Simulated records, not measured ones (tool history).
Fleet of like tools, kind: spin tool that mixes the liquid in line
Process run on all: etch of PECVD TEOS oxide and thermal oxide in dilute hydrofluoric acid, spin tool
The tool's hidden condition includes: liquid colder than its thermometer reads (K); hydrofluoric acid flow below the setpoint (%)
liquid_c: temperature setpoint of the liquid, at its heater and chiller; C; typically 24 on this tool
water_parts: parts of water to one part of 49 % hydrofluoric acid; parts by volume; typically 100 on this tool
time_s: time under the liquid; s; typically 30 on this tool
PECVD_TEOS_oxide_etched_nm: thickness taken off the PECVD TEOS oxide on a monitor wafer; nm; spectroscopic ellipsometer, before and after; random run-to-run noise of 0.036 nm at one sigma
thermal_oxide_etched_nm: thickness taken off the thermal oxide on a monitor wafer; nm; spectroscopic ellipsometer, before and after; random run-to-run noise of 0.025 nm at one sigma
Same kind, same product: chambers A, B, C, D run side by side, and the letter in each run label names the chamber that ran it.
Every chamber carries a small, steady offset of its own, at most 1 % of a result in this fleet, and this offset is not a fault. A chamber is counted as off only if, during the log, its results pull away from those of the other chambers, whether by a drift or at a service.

| run | hour | liquid_c | water_parts | time_s | hours since the thermometer was replaced | hours since the hydrofluoric acid flow meter was replaced | read-back film thickness of the PECVD TEOS oxide reference wafer, read on the same gauge (nm) | read-back film thickness of the thermal oxide reference wafer, read on the same gauge (nm) | PECVD_TEOS_oxide_etched_nm | thermal_oxide_etched_nm |
|---|---|---|---|---|---|---|---|---|---|---|
| 1D | 10.2 | 24 | 100 | 30 | 160.5 | 702.4 | 140.01 | 110 | 5.9416 | 1.3994 |
| 2B | 20 | 24 | 100 | 30 | 1075.9 | 348.8 | 139.97 | 110 | 5.9804 | 1.3815 |
| 3A | 31.1 | 24 | 100 | 30 | 382.4 | 409.3 | 140 | 109.99 | 5.9463 | 1.4178 |
| 4C | 40.1 | 24 | 100 | 30 | 528.1 | 888.3 | 140 | 109.99 | 5.8928 | 1.3966 |
| 5C | 48.3 | 24 | 100 | 30 | 536.3 | 896.5 | 140.01 | 110.02 | 5.9044 | 1.383 |
| 6A | 56.9 | 24 | 100 | 30 | 408.2 | 435.1 | 139.95 | 110 | 5.9723 | 1.3757 |
| 7D | 63.6 | 24 | 100 | 30 | 213.9 | 755.8 | 139.98 | 109.98 | 5.9374 | 1.4504 |
| 8B | 71.7 | 24 | 100 | 30 | 1127.6 | 400.5 | 139.99 | 110 | 5.9917 | 1.4351 |
|  | 74.5 | chamber B: thermometer replaced |
| 9A | 78 | 24 | 100 | 30 | 429.3 | 456.2 | 140.03 | 110 | 6.0184 | 1.3769 |
| 10D | 87.2 | 24 | 100 | 30 | 237.5 | 779.4 | 139.99 | 109.99 | 5.9341 | 1.365 |
| 11C | 99.4 | 24 | 100 | 15 | 587.4 | 947.6 | 140.01 | 110 | 2.9732 | 0.68406 |
| 12B | 108.7 | 24 | 100 | 15 | 34.3 | 437.5 | 140.01 | 109.99 | 2.9929 | 0.71431 |
| 13C | 117.2 | 24 | 100 | 15 | 605.2 | 965.4 | 139.97 | 110 | 2.9371 | 0.69377 |
| 14A | 126.1 | 24 | 100 | 15 | 477.4 | 504.3 | 140 | 109.99 | 2.963 | 0.68663 |
| 15B | 138 | 24 | 100 | 30 | 63.6 | 466.8 | 140 | 110 | 5.9557 | 1.3937 |
| 16D | 146.3 | 24 | 100 | 30 | 296.6 | 838.5 | 140.02 | 109.98 | 5.9479 | 1.4062 |
| 17C | 153 | 24 | 55 | 40 | 641 | 1001.2 | 139.98 | 110 | 15.021 | 3.5905 |
| 18D | 163.4 | 24 | 55 | 40 | 313.7 | 855.6 | 139.99 | 110 | 15.378 | 3.6648 |
| 19A | 170.1 | 24 | 55 | 40 | 521.4 | 548.3 | 140 | 109.98 | 15.322 | 3.646 |
| 20B | 180.8 | 24 | 55 | 40 | 106.4 | 509.6 | 140.02 | 109.98 | 15.325 | 3.5702 |
| 21A | 187.5 | 21 | 100 | 15 | 538.8 | 565.7 | 140 | 109.98 | 2.6418 | 0.64713 |
| 22B | 198.1 | 21 | 100 | 15 | 123.7 | 526.9 | 139.99 | 110 | 2.6707 | 0.61365 |
|  | 200.8 | chamber B: hydrofluoric acid flow meter replaced |
| 23D | 205.2 | 21 | 100 | 15 | 355.5 | 897.4 | 139.98 | 110.01 | 2.6548 | 0.62691 |
| 24C | 213.3 | 21 | 100 | 15 | 701.3 | 1061.5 | 140.03 | 109.99 | 2.5938 | 0.61485 |
| 25D | 218.8 | 20.5 | 85 | 30 | 369.1 | 911 | 140.02 | 110 | 6.271 | 1.4302 |
| 26C | 228.9 | 20.5 | 85 | 30 | 716.9 | 1077.1 | 139.97 | 110.01 | 6.0671 | 1.4588 |
| 27B | 237.9 | 20.5 | 85 | 30 | 163.5 | 37.1 | 140.02 | 110 | 6.2295 | 1.4458 |

Each of the 4 chambers runs these same settings next. Fill in every chamber's results:
| 28A | 246.6 | 24 | 100 | 30 |  |  |  |  | ? | ? |
| 28B | 246.6 | 24 | 100 | 30 |  |  |  |  | ? | ? |
| 28C | 246.6 | 24 | 100 | 30 |  |  |  |  | ? | ? |
| 28D | 246.6 | 24 | 100 | 30 |  |  |  |  | ? | ? |

| run | PECVD_TEOS_oxide_etched_nm | thermal_oxide_etched_nm |
|---|---|---|
| 28A | 5.9681 | 1.3955 |
| 28B | 5.9243 | 1.3878 |
| 28C | 5.8707 | 1.4135 |
| 28D | 5.9711 | 1.43 |

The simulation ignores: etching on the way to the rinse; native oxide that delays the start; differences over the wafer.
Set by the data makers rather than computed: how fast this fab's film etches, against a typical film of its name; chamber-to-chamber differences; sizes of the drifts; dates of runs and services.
